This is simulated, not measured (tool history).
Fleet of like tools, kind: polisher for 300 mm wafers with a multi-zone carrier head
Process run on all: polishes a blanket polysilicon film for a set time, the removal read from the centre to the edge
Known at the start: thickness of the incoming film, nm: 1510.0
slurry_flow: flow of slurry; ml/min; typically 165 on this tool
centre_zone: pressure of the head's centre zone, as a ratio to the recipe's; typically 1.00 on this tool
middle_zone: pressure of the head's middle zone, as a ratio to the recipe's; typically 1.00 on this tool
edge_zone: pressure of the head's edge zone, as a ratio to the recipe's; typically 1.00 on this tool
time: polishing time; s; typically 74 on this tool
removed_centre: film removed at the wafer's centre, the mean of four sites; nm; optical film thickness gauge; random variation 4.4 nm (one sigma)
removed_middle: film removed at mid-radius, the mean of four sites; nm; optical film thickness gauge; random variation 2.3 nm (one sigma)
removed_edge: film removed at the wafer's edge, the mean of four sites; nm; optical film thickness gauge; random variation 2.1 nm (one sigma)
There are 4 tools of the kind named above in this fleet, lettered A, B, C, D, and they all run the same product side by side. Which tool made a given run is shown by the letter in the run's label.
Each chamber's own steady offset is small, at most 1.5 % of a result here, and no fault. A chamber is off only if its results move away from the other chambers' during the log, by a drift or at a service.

| run | hour | slurry_flow | centre_zone | middle_zone | edge_zone | time | wafers polished on this pad | hours since the slurry nozzle was cleaned | hours since the centre zone pressure was calibrated | hours since the edge zone pressure was calibrated | removed_centre | removed_middle | removed_edge |
|---|---|---|---|---|---|---|---|---|---|---|---|---|---|
| 1B | 10.1 | 165 | 1.00 | 1.00 | 1.00 | 74 | 56 | 617.0 | 257.9 | 579.2 | 330.45 | 342.50 | 339.03 |
| 2A | 16.5 | 165 | 1.00 | 1.00 | 1.00 | 74 | 521 | 24.1 | 527.4 | 156.6 | 331.37 | 338.60 | 339.42 |
| 3C | 24.6 | 165 | 1.00 | 1.00 | 1.00 | 74 | 416 | 497.2 | 553.1 | 31.3 | 350.09 | 337.85 | 339.60 |
| 4D | 32.4 | 165 | 1.00 | 1.00 | 1.00 | 74 | 1036 | 259.0 | 340.4 | 169.5 | 331.47 | 338.45 | 332.92 |
| 5D | 44.1 | 165 | 1.00 | 1.00 | 0.94 | 87 | 1097 | 270.7 | 352.1 | 181.2 | 392.40 | 399.62 | 381.07 |
|  | 44.6 | chamber A: centre zone pressure recalibrated |
| 6B | 54.9 | 165 | 1.00 | 1.00 | 0.94 | 87 | 289 | 661.8 | 302.7 | 624.0 | 398.73 | 398.95 | 388.45 |
|  | 65.7 | chamber D: worn pad replaced by a new one |
| 7A | 65.8 | 165 | 1.00 | 1.00 | 0.94 | 87 | 778 | 73.4 | 21.2 | 205.9 | 390.96 | 402.07 | 393.73 |
|  | 67.9 | chamber B: slurry nozzle cleaned |
| 8C | 74.7 | 165 | 1.00 | 1.00 | 0.94 | 87 | 676 | 547.3 | 603.2 | 81.4 | 403.28 | 398.43 | 386.84 |
| 9D | 84.6 | 165 | 1.00 | 1.00 | 1.00 | 74 | 98 | 311.2 | 392.6 | 221.7 | 320.94 | 338.33 | 335.86 |
| 10C | 90.6 | 165 | 1.00 | 1.00 | 1.00 | 74 | 759 | 563.2 | 619.1 | 97.3 | 341.62 | 340.16 | 340.30 |
| 11A | 100.5 | 165 | 1.00 | 1.06 | 1.00 | 52 | 959 | 108.1 | 55.9 | 240.6 | 231.57 | 250.16 | 242.89 |
|  | 111.3 | chamber B: worn pad replaced by a new one |
| 12B | 112.1 | 165 | 1.00 | 1.06 | 1.00 | 52 | 4 | 44.3 | 359.9 | 681.2 | 239.30 | 252.74 | 239.03 |
| 13D | 123.4 | 165 | 1.00 | 1.06 | 1.00 | 52 | 300 | 350.0 | 431.4 | 260.5 | 223.67 | 249.27 | 236.31 |
| 14A | 131.0 | 165 | 1.00 | 1.06 | 1.00 | 52 | 1117 | 138.6 | 86.4 | 271.1 | 235.55 | 256.40 | 242.49 |
| 15C | 142.6 | 165 | 1.00 | 1.00 | 1.00 | 74 | 1030 | 615.2 | 671.1 | 149.3 | 340.46 | 339.17 | 339.70 |
| 16B | 148.9 | 165 | 1.00 | 1.00 | 1.00 | 74 | 195 | 81.1 | 396.7 | 718.0 | 343.32 | 336.80 | 341.99 |
|  | 156.3 | chamber C: worn pad replaced by a new one |
| 17C | 160.8 | 165 | 1.00 | 1.00 | 1.00 | 74 | 23 | 633.4 | 689.3 | 167.5 | 345.45 | 341.59 | 340.51 |
| 18D | 167.5 | 165 | 1.00 | 1.00 | 1.00 | 74 | 530 | 394.1 | 475.5 | 304.6 | 300.64 | 339.26 | 338.08 |
| 19A | 177.4 | 140 | 1.00 | 1.00 | 1.00 | 56 | 1359 | 185.0 | 132.8 | 317.5 | 248.92 | 246.39 | 254.10 |
| 20B | 183.5 | 140 | 1.00 | 1.00 | 1.00 | 56 | 376 | 115.7 | 431.3 | 752.6 | 247.26 | 248.11 | 254.09 |
|  | 189.4 | chamber A: worn pad replaced by a new one |
| 21A | 192.2 | 140 | 1.00 | 1.00 | 1.00 | 56 | 14 | 199.8 | 147.6 | 332.3 | 253.50 | 252.30 | 255.04 |
| 22D | 199.0 | 140 | 1.00 | 1.00 | 1.00 | 56 | 694 | 425.6 | 507.0 | 336.1 | 218.83 | 249.64 | 249.85 |
| 23B | 211.1 | 165 | 1.11 | 1.00 | 1.00 | 74 | 519 | 143.3 | 458.9 | 780.2 | 376.74 | 337.27 | 338.98 |
|  | 215.2 | chamber C: slurry nozzle cleaned |
| 24C | 217.0 | 165 | 1.11 | 1.00 | 1.00 | 74 | 316 | 1.8 | 745.5 | 223.7 | 383.69 | 338.88 | 340.94 |
|  | 220.3 | chamber D: slurry nozzle cleaned |
| 25D | 224.0 | 165 | 1.11 | 1.00 | 1.00 | 74 | 824 | 3.8 | 532.0 | 361.1 | 333.99 | 342.80 | 335.69 |
| 26C | 230.0 | 165 | 1.11 | 1.00 | 1.00 | 74 | 384 | 14.8 | 758.5 | 236.7 | 381.62 | 340.19 | 337.72 |

One chamber off, gauge drift, or nothing amiss beyond the chambers' own small offsets? If it is a chamber, which one, and what is the likeliest cause?

Little by little, chamber D moves away from the other chambers.
Cause: centre zone's pressure below its setpoint, % = 12.2.

Below are 4 candidate recipes for chamber D's next run, each the usual settings with a change, their results shown as question marks. Which of them brings D's results back in line with what the other chambers give on the usual settings?
Counts as in line when no further than this from what the other chambers average on the usual settings: removed_centre 15.00 nm; removed_middle 8.10 nm; removed_edge 7.40 nm
| 27D-1 | 238.9 | 175 | 1.11 | 0.97 | 0.97 | 76 |  |  |  |  | ? | ? | ? |
| 27D-2 | 238.9 | 170 | 1.04 | 0.99 | 0.99 | 75 |  |  |  |  | ? | ? | ? |
| 27D-3 | 238.9 | 155 | 0.89 | 1.03 | 1.03 | 72 |  |  |  |  | ? | ? | ? |
| 27D-4 | 238.9 | 160 | 0.96 | 1.01 | 1.01 | 73 |  |  |  |  | ? | ? | ? |

Usual-settings mean across the other chambers: removed_centre 339.67 nm; removed_middle 340.12 nm; removed_edge 341.28 nm
| run | removed_centre | removed_middle | removed_edge |
|---|---|---|---|
| 27D-1 | 338.36 | 340.68 | 342.06 |
| 27D-2 | 309.46 | 341.08 | 339.83 |
| 27D-3 | 245.91 | 334.44 | 328.94 |
| 27D-4 | 272.75 | 334.78 | 331.58 |
The answer is 27D-1, which returns the chamber to within the allowed miss of the others.

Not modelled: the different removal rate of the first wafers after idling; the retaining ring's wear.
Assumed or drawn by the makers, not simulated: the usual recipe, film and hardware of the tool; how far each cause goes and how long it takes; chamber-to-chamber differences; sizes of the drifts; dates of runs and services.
